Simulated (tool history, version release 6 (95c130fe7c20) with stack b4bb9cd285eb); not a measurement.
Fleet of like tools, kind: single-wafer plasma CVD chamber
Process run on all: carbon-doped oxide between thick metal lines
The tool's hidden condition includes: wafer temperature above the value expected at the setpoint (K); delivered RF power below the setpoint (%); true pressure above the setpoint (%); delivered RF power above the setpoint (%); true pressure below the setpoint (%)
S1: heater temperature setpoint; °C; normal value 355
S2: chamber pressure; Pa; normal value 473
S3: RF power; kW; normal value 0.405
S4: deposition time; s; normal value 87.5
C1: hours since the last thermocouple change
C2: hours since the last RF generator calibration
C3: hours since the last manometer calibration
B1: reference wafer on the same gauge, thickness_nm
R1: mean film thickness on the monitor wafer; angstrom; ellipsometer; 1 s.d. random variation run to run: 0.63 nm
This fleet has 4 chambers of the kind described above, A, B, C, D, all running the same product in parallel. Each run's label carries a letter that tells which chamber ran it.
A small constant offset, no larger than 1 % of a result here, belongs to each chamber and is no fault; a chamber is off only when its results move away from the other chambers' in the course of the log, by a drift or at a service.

run,day,S1,S2,S3,S4,C1,C2,C3,B1,R1
1D,0.171,355,473,0.405,87.5,1356.7,1539.8,1255.5,378.87,3625.2
2C,0.354,355,473,0.405,87.5,2000.7,281.6,1221.4,378.89,3597.2
3B,0.725,355,473,0.405,87.5,1164.9,2067,986.8,378.75,3628.4
4A,1.092,355,473,0.405,87.5,544.2,831.7,1656.8,378.77,3590.5
5D,1.283,355,473,0.375,87.5,1383.4,1566.5,1282.2,378.67,3439.4
6C,1.488,355,473,0.375,87.5,2027.9,308.8,1248.6,378.63,3380.5
7A,1.754,355,473,0.375,87.5,560.1,847.6,1672.7,378.65,3378.3
8B,1.921,355,473,0.375,87.5,1193.6,2095.7,1015.5,378.61,3416
9D,2.1,355,473,0.405,87.5,1403,1586.1,1301.8,378.49,3616.6
10A,2.433,355,473,0.405,87.5,576.4,863.9,1689,378.4,3567.8
11C,2.671,355,473,0.405,87.5,2056.3,337.2,1277,378.16,3584.5
12B,3.042,355,473,0.405,87.5,1220.5,2122.6,1042.4,378.13,3625.8
13C,3.308,355,473,0.405,87.5,2071.6,352.5,1292.3,378.26,3593.6
14A,3.638,355,473,0.405,87.5,605.3,892.8,1717.9,378.05,3578.2
15D,3.879,355,473,0.405,87.5,1445.7,1628.8,1344.5,377.96,3618.6
16B,4.2,355,473,0.405,87.5,1248.3,2150.4,1070.2,377.89,3622.1
17D,4.392,355,473,0.405,87.5,1458,1641.1,1356.8,377.93,3620.8
18A,4.738,355,473,0.405,87.5,631.7,919.2,1744.3,377.93,3579.7
19C,5.017,355,473,0.405,87.5,2112.6,393.5,1333.3,377.66,3569.8
20B,5.329,355,473,0.405,87.5,1275.4,2177.5,1097.3,377.69,3624.5
21B,5.612,355,473,0.405,87.5,1282.2,2184.3,1104.1,377.58,3617.3
# day 5.792: chamber B: thermocouple changed; heater temperature recalibrated
22D,5.975,355,473,0.405,87.5,1496,1679.1,1394.8,377.21,3609.4
23A,6.138,355,473,0.405,87.5,665.3,952.8,1777.9,377.4,3565.5
24C,6.504,355,473,0.405,87.5,2148.3,429.2,1369,377.41,3570.8
25D,6.742,355,473,0.36,87.5,1514.4,1697.5,1413.2,377.33,3309.2
26B,6.946,355,473,0.36,87.5,27.8,2216.3,1136.1,377.14,3307.6
27C,7.279,355,473,0.36,87.5,2166.9,447.8,1387.6,377.28,3277.4
28A,7.642,355,473,0.36,87.5,701.4,988.9,1814,377.09,3270.9
29B,7.842,355,473,0.405,87.5,49.3,2237.8,1157.6,377.02,3600.6
30A,8.012,355,473,0.405,87.5,710.3,997.8,1822.9,376.87,3566.1
31C,8.379,355,473,0.405,87.5,2193.3,474.2,1414,376.82,3559.7
32D,8.596,355,473,0.405,87.5,1558.9,1742,1457.7,376.78,3602.2
33C,8.817,355,473,0.405,87.5,2203.8,484.7,1424.5,376.76,3565.3
34B,9.15,355,473,0.405,87.5,80.7,2269.2,1189,376.49,3608.4
35D,9.412,355,473,0.405,87.5,1578.5,1761.6,1477.3,376.53,3606.5
# day 9.546: chamber B: RF generator calibrated
36A,9.65,355,473,0.405,87.5,749.6,1037.1,1862.2,376.45,3547.3
37D,9.888,355,473,0.405,87.5,1589.9,1773,1488.7,376.5,3591.9
38B,10.079,355,473,0.405,87.5,103,12.9,1211.3,376.12,3609.5
39C,10.279,355,473,0.405,87.5,2238.9,519.8,1459.6,376.64,3556.5

Decide between three cases: one chamber stands off from its peers, the gauge reading all wafers drifts, or nothing is wrong past each chamber's small offset. Where a chamber is off, say which and what most likely put it there.

None of the chambers is off. What moves is the gauge, dragging all their readings along together.
Most likely cause: gauge reads low (%) = 0.718.
